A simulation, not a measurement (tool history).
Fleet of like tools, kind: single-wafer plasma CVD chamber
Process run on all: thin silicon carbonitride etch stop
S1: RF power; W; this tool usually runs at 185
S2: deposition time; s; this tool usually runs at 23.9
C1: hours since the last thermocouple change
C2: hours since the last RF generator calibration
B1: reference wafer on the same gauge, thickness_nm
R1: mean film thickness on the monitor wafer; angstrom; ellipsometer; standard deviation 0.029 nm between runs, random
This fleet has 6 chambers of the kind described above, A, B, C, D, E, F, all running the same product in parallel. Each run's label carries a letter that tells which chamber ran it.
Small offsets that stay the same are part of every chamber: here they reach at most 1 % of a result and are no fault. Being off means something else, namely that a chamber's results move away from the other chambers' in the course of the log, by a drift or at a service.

Run 1B, hour 9.2: usual settings; C1 1949.8; C2 776.6; B1 14.996. Result: R1 132.65 angstrom.
Run 2A, hour 14.5: usual settings; C1 1065; C2 1188.8; B1 15.001. Result: R1 134.47 angstrom.
Run 3E, hour 24.5: usual settings; C1 1010.1; C2 1070.4; B1 15.006. Result: R1 134.09 angstrom.
Run 4F, hour 34.3: usual settings; C1 525.8; C2 1054.9; B1 14.995. Result: R1 134.04 angstrom.
Run 5D, hour 44.6: usual settings but S1 160 W, S2 20.7 s; C1 199; C2 840.7; B1 14.997. Result: R1 108.99 angstrom.
Run 6C, hour 54.7: usual settings but S1 160 W, S2 20.7 s; C1 658; C2 519; B1 15.007. Result: R1 109.9 angstrom.
Run 7E, hour 60.5: usual settings but S1 160 W, S2 20.7 s; C1 1046.1; C2 1106.4; B1 15.006. Result: R1 110.58 angstrom.
Run 8A, hour 70.4: usual settings but S1 160 W, S2 20.7 s; C1 1120.9; C2 1244.7; B1 15.001. Result: R1 111.2 angstrom.
Run 9F, hour 78.7: usual settings but S1 160 W, S2 20.7 s; C1 570.2; C2 1099.3; B1 15.001. Result: R1 110.99 angstrom.
Run 10C, hour 86.5: usual settings but S1 160 W, S2 20.7 s; C1 689.8; C2 550.8; B1 14.993. Result: R1 110.11 angstrom.
Run 11B, hour 93.4: usual settings; C1 2034; C2 860.8; B1 15.002. Result: R1 133.14 angstrom.
Run 12D, hour 99.4: usual settings; C1 253.8; C2 895.5; B1 14.992. Result: R1 131.57 angstrom.
Run 13B, hour 109.6: usual settings; C1 2050.2; C2 877; B1 15.006. Result: R1 132.58 angstrom.
Run 14A, hour 120.3: usual settings; C1 1170.8; C2 1294.6; B1 15.003. Result: R1 134.09 angstrom.
Run 15D, hour 128: usual settings; C1 282.4; C2 924.1; B1 15. Result: R1 131.97 angstrom.
At hour 131.2: chamber A: RF generator calibrated.
Run 16F, hour 134.4: usual settings; C1 625.9; C2 1155; B1 14.995. Result: R1 134.02 angstrom.
Run 17E, hour 140.2: usual settings; C1 1125.8; C2 1186.1; B1 15.005. Result: R1 133.89 angstrom.
Run 18C, hour 147.6: usual settings; C1 750.9; C2 611.9; B1 14.996. Result: R1 133.16 angstrom.
Run 19F, hour 153.5: usual settings; C1 645; C2 1174.1; B1 15.004. Result: R1 133.83 angstrom.
Run 20C, hour 160.5: usual settings; C1 763.8; C2 624.8; B1 14.999. Result: R1 132.86 angstrom.
Run 21E, hour 171.8: usual settings; C1 1157.4; C2 1217.7; B1 15.003. Result: R1 134.17 angstrom.
At hour 172.5: chamber D: RF generator calibrated.
Run 22D, hour 179: usual settings but S1 165 W; C1 333.4; C2 6.6; B1 15.012. Result: R1 127.17 angstrom.
Run 23A, hour 184.3: usual settings but S1 165 W; C1 1234.8; C2 53.2; B1 14.997. Result: R1 129.92 angstrom.
Run 24B, hour 189.3: usual settings but S1 165 W; C1 2129.9; C2 956.7; B1 15.004. Result: R1 128.3 angstrom.
Run 25C, hour 194.4: usual settings but S1 165 W; C1 797.7; C2 658.7; B1 14.994. Result: R1 127.99 angstrom.
Run 26F, hour 201.9: usual settings but S1 165 W; C1 693.4; C2 1222.5; B1 15.002. Result: R1 129.35 angstrom.
Run 27E, hour 209.7: usual settings but S1 165 W; C1 1195.3; C2 1255.6; B1 15.002. Result: R1 129.19 angstrom.
Run 28D, hour 220.1: usual settings but S1 205 W, S2 27.4 s; C1 374.5; C2 47.7; B1 15.011. Result: R1 154.96 angstrom.
Run 29A, hour 225.9: usual settings but S1 205 W, S2 27.4 s; C1 1276.4; C2 94.8; B1 15.01. Result: R1 159.6 angstrom.
Run 30B, hour 231: usual settings but S1 205 W, S2 27.4 s; C1 2171.6; C2 998.4; B1 14.996. Result: R1 156.56 angstrom.
Run 31C, hour 240.7: usual settings but S1 205 W, S2 27.4 s; C1 844; C2 705; B1 15.008. Result: R1 157.23 angstrom.
Run 32E, hour 250.4: usual settings but S1 205 W, S2 27.4 s; C1 1236; C2 1296.3; B1 14.991. Result: R1 158.2 angstrom.
Run 33B, hour 257.9: usual settings but S1 205 W, S2 27.4 s; C1 2198.5; C2 1025.3; B1 14.996. Result: R1 157.22 angstrom.
Run 34A, hour 265.1: usual settings but S2 26.9 s; C1 1315.6; C2 134; B1 14.994. Result: R1 151.64 angstrom.
Run 35F, hour 275.6: usual settings but S2 26.9 s; C1 767.1; C2 1296.2; B1 15.005. Result: R1 150.29 angstrom.
Run 36D, hour 285.5: usual settings but S2 26.9 s; C1 439.9; C2 113.1; B1 15.009. Result: R1 147.91 angstrom.
At hour 287.6: chamber B: RF generator calibrated.
Run 37C, hour 294.4: usual settings but S2 26.9 s; C1 897.7; C2 758.7; B1 15.002. Result: R1 150.48 angstrom.
Run 38D, hour 300.7: usual settings but S2 26.9 s; C1 455.1; C2 128.3; B1 15.006. Result: R1 148.22 angstrom.
At hour 309.6: chamber F: RF generator calibrated.
Run 39B, hour 310.9: usual settings but S2 26.9 s; C1 2251.5; C2 23.4; B1 14.995. Result: R1 149.84 angstrom.
Run 40E, hour 319.5: usual settings; C1 1305.1; C2 1365.4; B1 15.008. Result: R1 133.89 angstrom.
Run 41A, hour 328.5: usual settings; C1 1379; C2 197.4; B1 14.998. Result: R1 134.1 angstrom.
At hour 334: chamber F: thermocouple changed; heater temperature recalibrated.
Run 42F, hour 337.5: usual settings; C1 3.6; C2 28; B1 15.005. Result: R1 133.37 angstrom.
Run 43F, hour 343.8: usual settings; C1 9.9; C2 34.3; B1 14.997. Result: R1 133.97 angstrom.
Run 44D, hour 349.8: usual settings; C1 504.2; C2 177.4; B1 15.003. Result: R1 131.53 angstrom.

All 6 chambers run these settings next. Forecast each chamber's results:
Run 45A, hour 358: usual settings. Result: R1 ?.
Run 45B, hour 358: usual settings. Result: R1 ?.
Run 45C, hour 358: usual settings. Result: R1 ?.
Run 45D, hour 358: usual settings. Result: R1 ?.
Run 45E, hour 358: usual settings. Result: R1 ?.
Run 45F, hour 358: usual settings. Result: R1 ?.

run      R1
45A  133.83
45B  132.61
45C  133.08
45D  131.52
45E  133.56
45F  133.89

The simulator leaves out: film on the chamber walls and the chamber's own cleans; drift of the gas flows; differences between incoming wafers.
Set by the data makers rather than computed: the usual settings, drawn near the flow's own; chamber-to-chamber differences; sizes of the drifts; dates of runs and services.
